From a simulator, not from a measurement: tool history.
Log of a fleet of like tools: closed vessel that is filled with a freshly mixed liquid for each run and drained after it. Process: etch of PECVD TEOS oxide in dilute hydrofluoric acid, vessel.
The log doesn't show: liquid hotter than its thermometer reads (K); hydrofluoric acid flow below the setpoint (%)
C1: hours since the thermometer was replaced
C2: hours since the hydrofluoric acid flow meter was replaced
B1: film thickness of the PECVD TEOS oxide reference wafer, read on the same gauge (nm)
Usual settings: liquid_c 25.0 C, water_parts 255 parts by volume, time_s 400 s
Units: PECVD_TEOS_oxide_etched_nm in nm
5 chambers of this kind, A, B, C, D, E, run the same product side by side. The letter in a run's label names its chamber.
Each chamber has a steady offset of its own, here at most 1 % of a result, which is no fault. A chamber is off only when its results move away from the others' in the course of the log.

{"hour": 0.5, "done": "chamber B: hydrofluoric acid flow meter replaced"}
{"run": "1D", "hour": 3.9, "liquid_c": 25.0, "water_parts": 255, "time_s": 400, "C1": 1760.5, "C2": 1590.4, "B1": 109.99, "PECVD_TEOS_oxide_etched_nm": 12.678}
{"run": "2B", "hour": 6.9, "liquid_c": 25.0, "water_parts": 255, "time_s": 400, "C1": 1625.4, "C2": 6.5, "B1": 110.05, "PECVD_TEOS_oxide_etched_nm": 12.654}
{"run": "3E", "hour": 11.5, "liquid_c": 25.0, "water_parts": 255, "time_s": 400, "C1": 2278.1, "C2": 408.9, "B1": 110.02, "PECVD_TEOS_oxide_etched_nm": 12.797}
{"run": "4A", "hour": 15.0, "liquid_c": 25.0, "water_parts": 255, "time_s": 400, "C1": 266.3, "C2": 867.5, "B1": 110.05, "PECVD_TEOS_oxide_etched_nm": 12.461}
{"run": "5C", "hour": 19.6, "liquid_c": 25.0, "water_parts": 255, "time_s": 400, "C1": 297.5, "C2": 696.6, "B1": 109.99, "PECVD_TEOS_oxide_etched_nm": 12.833}
{"run": "6D", "hour": 23.7, "liquid_c": 25.0, "water_parts": 255, "time_s": 400, "C1": 1780.3, "C2": 1610.2, "B1": 110.01, "PECVD_TEOS_oxide_etched_nm": 12.874}
{"run": "7A", "hour": 27.8, "liquid_c": 25.0, "water_parts": 255, "time_s": 400, "C1": 279.1, "C2": 880.3, "B1": 109.97, "PECVD_TEOS_oxide_etched_nm": 12.532}
{"run": "8C", "hour": 32.6, "liquid_c": 25.0, "water_parts": 255, "time_s": 400, "C1": 310.5, "C2": 709.6, "B1": 109.98, "PECVD_TEOS_oxide_etched_nm": 12.762}
{"run": "9E", "hour": 35.4, "liquid_c": 25.0, "water_parts": 255, "time_s": 400, "C1": 2302.0, "C2": 432.8, "B1": 109.99, "PECVD_TEOS_oxide_etched_nm": 12.813}
{"run": "10B", "hour": 38.8, "liquid_c": 25.0, "water_parts": 255, "time_s": 400, "C1": 1657.3, "C2": 38.4, "B1": 110.01, "PECVD_TEOS_oxide_etched_nm": 12.602}
{"run": "11E", "hour": 44.2, "liquid_c": 25.0, "water_parts": 255, "time_s": 400, "C1": 2310.8, "C2": 441.6, "B1": 110.0, "PECVD_TEOS_oxide_etched_nm": 12.994}
{"hour": 45.3, "done": "chamber E: hydrofluoric acid flow meter replaced"}
{"run": "12A", "hour": 49.2, "liquid_c": 25.0, "water_parts": 255, "time_s": 400, "C1": 300.5, "C2": 901.7, "B1": 110.0, "PECVD_TEOS_oxide_etched_nm": 12.847}
{"run": "13B", "hour": 53.3, "liquid_c": 25.0, "water_parts": 255, "time_s": 400, "C1": 1671.8, "C2": 52.9, "B1": 109.98, "PECVD_TEOS_oxide_etched_nm": 12.844}
{"run": "14C", "hour": 55.7, "liquid_c": 25.0, "water_parts": 255, "time_s": 400, "C1": 333.6, "C2": 732.7, "B1": 110.0, "PECVD_TEOS_oxide_etched_nm": 12.78}
{"run": "15D", "hour": 58.7, "liquid_c": 25.0, "water_parts": 255, "time_s": 400, "C1": 1815.3, "C2": 1645.2, "B1": 109.99, "PECVD_TEOS_oxide_etched_nm": 12.649}
{"run": "16C", "hour": 63.8, "liquid_c": 25.0, "water_parts": 255, "time_s": 400, "C1": 341.7, "C2": 740.8, "B1": 110.0, "PECVD_TEOS_oxide_etched_nm": 12.624}
{"run": "17D", "hour": 68.8, "liquid_c": 25.0, "water_parts": 255, "time_s": 400, "C1": 1825.4, "C2": 1655.3, "B1": 109.99, "PECVD_TEOS_oxide_etched_nm": 12.778}
{"run": "18E", "hour": 71.4, "liquid_c": 25.0, "water_parts": 255, "time_s": 400, "C1": 2338.0, "C2": 26.1, "B1": 110.03, "PECVD_TEOS_oxide_etched_nm": 12.774}
{"run": "19B", "hour": 76.5, "liquid_c": 25.0, "water_parts": 255, "time_s": 400, "C1": 1695.0, "C2": 76.1, "B1": 109.98, "PECVD_TEOS_oxide_etched_nm": 12.677}
{"run": "20A", "hour": 82.0, "liquid_c": 25.0, "water_parts": 255, "time_s": 400, "C1": 333.3, "C2": 934.5, "B1": 109.97, "PECVD_TEOS_oxide_etched_nm": 12.828}
{"run": "21C", "hour": 86.7, "liquid_c": 20.5, "water_parts": 255, "time_s": 400, "C1": 364.6, "C2": 763.7, "B1": 110.01, "PECVD_TEOS_oxide_etched_nm": 10.902}
{"run": "22A", "hour": 92.1, "liquid_c": 20.5, "water_parts": 255, "time_s": 400, "C1": 343.4, "C2": 944.6, "B1": 110.0, "PECVD_TEOS_oxide_etched_nm": 10.66}
{"run": "23E", "hour": 94.9, "liquid_c": 20.5, "water_parts": 255, "time_s": 400, "C1": 2361.5, "C2": 49.6, "B1": 109.98, "PECVD_TEOS_oxide_etched_nm": 10.919}
{"run": "24B", "hour": 99.2, "liquid_c": 20.5, "water_parts": 255, "time_s": 400, "C1": 1717.7, "C2": 98.8, "B1": 110.01, "PECVD_TEOS_oxide_etched_nm": 10.732}
{"run": "25D", "hour": 102.5, "liquid_c": 20.5, "water_parts": 255, "time_s": 400, "C1": 1859.1, "C2": 1689.0, "B1": 110.0, "PECVD_TEOS_oxide_etched_nm": 10.769}
{"run": "26C", "hour": 106.0, "liquid_c": 25.0, "water_parts": 255, "time_s": 400, "C1": 383.9, "C2": 783.0, "B1": 110.01, "PECVD_TEOS_oxide_etched_nm": 12.831}
{"run": "27B", "hour": 111.4, "liquid_c": 25.0, "water_parts": 255, "time_s": 400, "C1": 1729.9, "C2": 111.0, "B1": 109.99, "PECVD_TEOS_oxide_etched_nm": 12.556}
{"run": "28D", "hour": 115.7, "liquid_c": 25.0, "water_parts": 255, "time_s": 400, "C1": 1872.3, "C2": 1702.2, "B1": 110.03, "PECVD_TEOS_oxide_etched_nm": 12.802}
{"run": "29E", "hour": 120.2, "liquid_c": 25.0, "water_parts": 255, "time_s": 400, "C1": 2386.8, "C2": 74.9, "B1": 110.01, "PECVD_TEOS_oxide_etched_nm": 12.884}
{"run": "30A", "hour": 124.8, "liquid_c": 25.0, "water_parts": 255, "time_s": 400, "C1": 376.1, "C2": 977.3, "B1": 109.98, "PECVD_TEOS_oxide_etched_nm": 12.583}
{"run": "31C", "hour": 129.3, "liquid_c": 25.0, "water_parts": 255, "time_s": 400, "C1": 407.2, "C2": 806.3, "B1": 110.03, "PECVD_TEOS_oxide_etched_nm": 12.933}
{"run": "32E", "hour": 134.5, "liquid_c": 25.0, "water_parts": 255, "time_s": 400, "C1": 2401.1, "C2": 89.2, "B1": 109.99, "PECVD_TEOS_oxide_etched_nm": 12.951}
{"run": "33B", "hour": 137.1, "liquid_c": 25.0, "water_parts": 255, "time_s": 400, "C1": 1755.6, "C2": 136.7, "B1": 110.0, "PECVD_TEOS_oxide_etched_nm": 12.645}
{"run": "34D", "hour": 140.1, "liquid_c": 25.0, "water_parts": 255, "time_s": 400, "C1": 1896.7, "C2": 1726.6, "B1": 110.03, "PECVD_TEOS_oxide_etched_nm": 12.779}

What goes on in this fleet: one chamber off, a drifting gauge, or nothing beyond the chambers' own small offsets? Name the chamber and the cause, if any.

No chamber stands off beyond its own small offset, and the gauge holds steady.

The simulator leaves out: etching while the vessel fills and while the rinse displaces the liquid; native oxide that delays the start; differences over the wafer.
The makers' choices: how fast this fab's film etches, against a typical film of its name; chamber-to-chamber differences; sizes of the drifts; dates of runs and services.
